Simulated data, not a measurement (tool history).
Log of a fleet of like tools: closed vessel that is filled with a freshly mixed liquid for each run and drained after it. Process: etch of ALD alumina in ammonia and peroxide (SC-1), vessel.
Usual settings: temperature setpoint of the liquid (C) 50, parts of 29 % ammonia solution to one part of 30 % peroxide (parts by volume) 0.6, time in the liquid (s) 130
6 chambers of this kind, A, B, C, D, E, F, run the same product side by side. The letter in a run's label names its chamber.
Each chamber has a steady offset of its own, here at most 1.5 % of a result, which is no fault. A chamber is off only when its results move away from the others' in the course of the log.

run   hour  temperature setpoint of the liquid (C)  parts of 29 % ammonia solution to one part of 30 % peroxide (parts by volume)  time in the liquid (s)  read-back film thickness of the ALD alumina reference wafer, read on the same gauge (nm)  thickness taken off the ALD alumina on a monitor wafer (nm)
 1F    6.2                                      50                                                                            0.6                     130                                                                                       140                                                       7.6095
 2D   12.9                                      50                                                                            0.6                     130                                                                                    139.98                                                       7.5904
 3C   18.4                                      50                                                                            0.6                     130                                                                                    139.99                                                       7.6464
      21.9  -- chamber A: thermometer replaced
 4E   27.8                                      50                                                                            0.6                     130                                                                                    140.04                                                       7.5804
 5A   32.4                                      50                                                                            0.6                     130                                                                                    139.98                                                       7.6719
 6B   38.2                                      50                                                                            0.6                     130                                                                                    140.01                                                        7.656
        43  -- chamber F: thermometer replaced
 7D   46.9                                      50                                                                            0.6                     130                                                                                    139.95                                                        7.541
 8E   55.5                                      50                                                                            0.7                     130                                                                                    140.03                                                       7.7557
 9C   60.9                                      50                                                                            0.7                     130                                                                                    140.02                                                       7.7033
10F   68.6                                      50                                                                            0.7                     130                                                                                    139.96                                                       7.7936
      74.1  -- chamber C: new drum of ammonia solution connected
11B   74.7                                      50                                                                            0.7                     130                                                                                    140.04                                                       7.7828
12A   80.8                                      50                                                                            0.7                     130                                                                                    139.95                                                       7.6419
13C   90.4                                      50                                                                            0.7                     130                                                                                    139.99                                                        7.837
      98.8  -- chamber A: new drum of ammonia solution connected
14D    100                                      50                                                                            0.6                     130                                                                                    140.06                                                       7.5348
15E  108.6                                      50                                                                            0.6                     130                                                                                    139.98                                                        7.685
16A  114.8                                      50                                                                           0.45                     160                                                                                    139.97                                                       8.9136
17F  122.7                                      50                                                                           0.45                     160                                                                                    139.99                                                       9.1298
18B  131.2                                      50                                                                           0.45                     160                                                                                    139.99                                                       8.9978
19F  140.1                                      50                                                                           0.45                     160                                                                                    139.97                                                       9.0919
20B  146.9                                      50                                                                           0.45                     160                                                                                       140                                                       9.0956
21E  152.2                                      50                                                                           0.45                     160                                                                                       140                                                       9.0692
22D  159.7                                      50                                                                            0.6                     130                                                                                       140                                                       7.8949
23C  166.6                                      50                                                                            0.6                     130                                                                                    140.01                                                       7.7438
24A  173.1                                      50                                                                            0.6                     130                                                                                    140.03                                                       7.6472
25F  179.4                                      50                                                                            0.4                     130                                                                                    140.01                                                       7.3259
26A  187.9                                      50                                                                            0.4                     130                                                                                       140                                                       7.2513
     196.8  -- chamber E: new drum of ammonia solution connected
27B  196.8                                      50                                                                            0.4                     130                                                                                    140.02                                                       7.2898
28C  205.5                                      50                                                                            0.4                     130                                                                                    140.02                                                       7.3443
29E  211.5                                      50                                                                            0.4                     130                                                                                    139.99                                                       7.3643
30D  217.6                                      50                                                                            0.4                     130                                                                                       140                                                        7.547
31D  226.1                                      50                                                                            0.6                     130                                                                                    140.03                                                       7.9294
32F  234.4                                      50                                                                            0.4                     100                                                                                       140                                                        5.655
33B  241.9                                      50                                                                            0.4                     100                                                                                    139.99                                                        5.608
34A  248.9                                      50                                                                            0.4                     100                                                                                    139.99                                                       5.6877
35E  256.5                                      50                                                                            0.4                     100                                                                                       140                                                       5.6611
36C    263                                      50                                                                            0.4                     100                                                                                    139.99                                                       5.6095
       264  -- chamber B: new drum of ammonia solution connected
37E  267.9                                      50                                                                            0.4                     100                                                                                    140.05                                                       5.6541
38C  274.9                                      50                                                                            0.6                     130                                                                                       140                                                       7.6627
39F  279.2                                      50                                                                            0.6                     130                                                                                       140                                                       7.7084
       281  -- chamber F: new drum of ammonia solution connected
40B  285.5                                      50                                                                            0.6                     130                                                                                       140                                                       7.5945
41A  291.1                                    41.5                                                                            0.3                     130                                                                                    140.01                                                       4.3169
42D  299.9                                    41.5                                                                            0.3                     130                                                                                    140.01                                                       4.7725
43C  308.9                                    41.5                                                                            0.3                     130                                                                                    139.99                                                       4.4402
44F  313.5                                    41.5                                                                            0.3                     130                                                                                    139.99                                                       4.4218

Is one chamber off against the others, does the gauge drift, or is nothing wrong? If a chamber is off, say which, and what the likeliest cause is.

Chamber D drifts away from the others.
Cause: liquid hotter than its thermometer reads (K) = 1.56.

Here are 4 candidates for chamber D's next run, each the usual settings with a change, their results left as question marks. Which one brings its results back in line with what the others give on the usual settings?
In line means no further than this from the other chambers' mean on the usual settings: thickness taken off the ALD alumina on a monitor wafer (nm) 0.21
45D-1  320.4                                      50                                                                           0.75                     130                                                                                                                                                      ?
45D-2  320.4                                    49.5                                                                            0.6                     130                                                                                                                                                      ?
45D-3  320.4                                    50.5                                                                            0.6                     135                                                                                                                                                      ?
45D-4  320.4                                    49.5                                                                            0.6                     125                                                                                                                                                      ?

The other chambers' mean on the usual settings: thickness taken off the ALD alumina on a monitor wafer (nm) 7.6217
  run  thickness taken off the ALD alumina on a monitor wafer (nm)
45D-1                                                       8.3807
45D-2                                                       7.9833
45D-3                                                       8.7585
45D-4                                                       7.6762
45D-4 brings the chamber back in line.
